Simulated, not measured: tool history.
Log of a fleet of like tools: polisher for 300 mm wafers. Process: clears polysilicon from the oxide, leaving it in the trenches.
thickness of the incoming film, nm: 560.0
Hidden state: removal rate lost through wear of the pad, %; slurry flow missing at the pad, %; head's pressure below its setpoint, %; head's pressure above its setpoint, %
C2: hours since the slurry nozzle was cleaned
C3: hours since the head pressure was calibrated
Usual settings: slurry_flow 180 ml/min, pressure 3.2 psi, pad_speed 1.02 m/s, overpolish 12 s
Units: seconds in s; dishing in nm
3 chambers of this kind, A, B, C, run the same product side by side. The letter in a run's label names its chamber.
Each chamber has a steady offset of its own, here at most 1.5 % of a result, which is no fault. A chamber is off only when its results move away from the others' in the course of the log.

{"hour": 4.5, "done": "chamber A: worn pad replaced by a new one"}
{"run": "1C", "hour": 7.8, "slurry_flow": 180, "pressure": 3.2, "pad_speed": 1.02, "overpolish": 12, "wafers polished on this pad": 827, "C2": 242.8, "C3": 181.9, "seconds": 35.199, "dishing": 80.17}
{"run": "2B", "hour": 16.3, "slurry_flow": 180, "pressure": 3.2, "pad_speed": 1.02, "overpolish": 12, "wafers polished on this pad": 606, "C2": 24.9, "C3": 1005.9, "seconds": 35.167, "dishing": 75.172}
{"run": "3A", "hour": 20.3, "slurry_flow": 180, "pressure": 3.2, "pad_speed": 1.02, "overpolish": 12, "wafers polished on this pad": 156, "C2": 261.8, "C3": 326.5, "seconds": 34.986, "dishing": 78.789}
{"run": "4B", "hour": 27.4, "slurry_flow": 180, "pressure": 3.2, "pad_speed": 1.02, "overpolish": 12, "wafers polished on this pad": 716, "C2": 36.0, "C3": 1017.0, "seconds": 35.116, "dishing": 78.055}
{"run": "5C", "hour": 32.3, "slurry_flow": 180, "pressure": 3.2, "pad_speed": 1.02, "overpolish": 12, "wafers polished on this pad": 1070, "C2": 267.3, "C3": 206.4, "seconds": 34.359, "dishing": 79.98}
{"run": "6A", "hour": 36.7, "slurry_flow": 180, "pressure": 3.2, "pad_speed": 1.02, "overpolish": 12, "wafers polished on this pad": 319, "C2": 278.2, "C3": 342.9, "seconds": 35.688, "dishing": 80.02}
{"run": "7A", "hour": 43.0, "slurry_flow": 180, "pressure": 3.2, "pad_speed": 1.02, "overpolish": 12, "wafers polished on this pad": 382, "C2": 284.5, "C3": 349.2, "seconds": 35.463, "dishing": 78.815}
{"hour": 44.6, "done": "chamber B: worn pad replaced by a new one"}
{"run": "8C", "hour": 50.2, "slurry_flow": 180, "pressure": 3.2, "pad_speed": 1.02, "overpolish": 12, "wafers polished on this pad": 1248, "C2": 285.2, "C3": 224.3, "seconds": 34.358, "dishing": 79.212}
{"run": "9B", "hour": 54.4, "slurry_flow": 180, "pressure": 3.2, "pad_speed": 1.02, "overpolish": 12, "wafers polished on this pad": 97, "C2": 63.0, "C3": 1044.0, "seconds": 35.467, "dishing": 80.506}
{"hour": 58.5, "done": "chamber C: worn pad replaced by a new one"}
{"run": "10A", "hour": 61.1, "slurry_flow": 180, "pressure": 2.9, "pad_speed": 1.02, "overpolish": 6, "wafers polished on this pad": 561, "C2": 302.6, "C3": 367.3, "seconds": 39.168, "dishing": 56.331}
{"run": "11B", "hour": 67.8, "slurry_flow": 180, "pressure": 2.9, "pad_speed": 1.02, "overpolish": 6, "wafers polished on this pad": 230, "C2": 76.4, "C3": 1057.4, "seconds": 39.061, "dishing": 54.241}
{"run": "12C", "hour": 72.9, "slurry_flow": 180, "pressure": 2.9, "pad_speed": 1.02, "overpolish": 6, "wafers polished on this pad": 143, "C2": 307.9, "C3": 247.0, "seconds": 38.627, "dishing": 55.343}
{"hour": 74.1, "done": "chamber A: worn pad replaced by a new one"}
{"run": "13C", "hour": 80.4, "slurry_flow": 180, "pressure": 3.2, "pad_speed": 1.02, "overpolish": 12, "wafers polished on this pad": 217, "C2": 315.4, "C3": 254.5, "seconds": 33.884, "dishing": 81.765}
{"run": "14B", "hour": 85.3, "slurry_flow": 180, "pressure": 3.2, "pad_speed": 1.02, "overpolish": 12, "wafers polished on this pad": 403, "C2": 93.9, "C3": 1074.9, "seconds": 35.129, "dishing": 76.343}
{"run": "15A", "hour": 89.3, "slurry_flow": 180, "pressure": 3.2, "pad_speed": 1.02, "overpolish": 12, "wafers polished on this pad": 151, "C2": 330.8, "C3": 395.5, "seconds": 36.984, "dishing": 77.441}
{"run": "16C", "hour": 93.3, "slurry_flow": 180, "pressure": 3.2, "pad_speed": 1.02, "overpolish": 12, "wafers polished on this pad": 345, "C2": 328.3, "C3": 267.4, "seconds": 34.616, "dishing": 80.052}
{"run": "17B", "hour": 101.6, "slurry_flow": 160, "pressure": 3.2, "pad_speed": 1.02, "overpolish": 12, "wafers polished on this pad": 565, "C2": 110.2, "C3": 1091.2, "seconds": 36.211, "dishing": 78.158}
{"run": "18A", "hour": 107.4, "slurry_flow": 160, "pressure": 3.2, "pad_speed": 1.02, "overpolish": 12, "wafers polished on this pad": 330, "C2": 348.9, "C3": 413.6, "seconds": 39.067, "dishing": 78.406}
{"run": "19B", "hour": 113.4, "slurry_flow": 160, "pressure": 3.2, "pad_speed": 1.02, "overpolish": 12, "wafers polished on this pad": 682, "C2": 122.0, "C3": 1103.0, "seconds": 35.976, "dishing": 77.972}
{"run": "20A", "hour": 121.9, "slurry_flow": 180, "pressure": 3.2, "pad_speed": 1.02, "overpolish": 12, "wafers polished on this pad": 474, "C2": 363.4, "C3": 428.1, "seconds": 38.573, "dishing": 78.465}
{"hour": 127.9, "done": "chamber B: worn pad replaced by a new one"}
{"run": "21C", "hour": 127.9, "slurry_flow": 180, "pressure": 3.2, "pad_speed": 1.02, "overpolish": 12, "wafers polished on this pad": 689, "C2": 362.9, "C3": 302.0, "seconds": 34.287, "dishing": 80.748}
{"run": "22A", "hour": 132.1, "slurry_flow": 180, "pressure": 3.2, "pad_speed": 1.02, "overpolish": 12, "wafers polished on this pad": 575, "C2": 373.6, "C3": 438.3, "seconds": 38.622, "dishing": 76.47}
{"run": "23C", "hour": 138.5, "slurry_flow": 180, "pressure": 3.2, "pad_speed": 1.02, "overpolish": 12, "wafers polished on this pad": 794, "C2": 373.5, "C3": 312.6, "seconds": 34.325, "dishing": 79.602}
{"run": "24B", "hour": 146.4, "slurry_flow": 180, "pressure": 3.2, "pad_speed": 1.02, "overpolish": 12, "wafers polished on this pad": 183, "C2": 155.0, "C3": 1136.0, "seconds": 35.631, "dishing": 77.142}

All 3 chambers run these settings next. Forecast each chamber's results:
{"run": "25A", "hour": 153.0, "slurry_flow": 180, "pressure": 3.2, "pad_speed": 0.8, "overpolish": 12, "seconds": "?", "dishing": "?"}
{"run": "25B", "hour": 153.0, "slurry_flow": 180, "pressure": 3.2, "pad_speed": 0.8, "overpolish": 12, "seconds": "?", "dishing": "?"}
{"run": "25C", "hour": 153.0, "slurry_flow": 180, "pressure": 3.2, "pad_speed": 0.8, "overpolish": 12, "seconds": "?", "dishing": "?"}

run=25A seconds=51.440 dishing=67.318
run=25B seconds=43.782 dishing=73.109
run=25C seconds=44.347 dishing=75.786
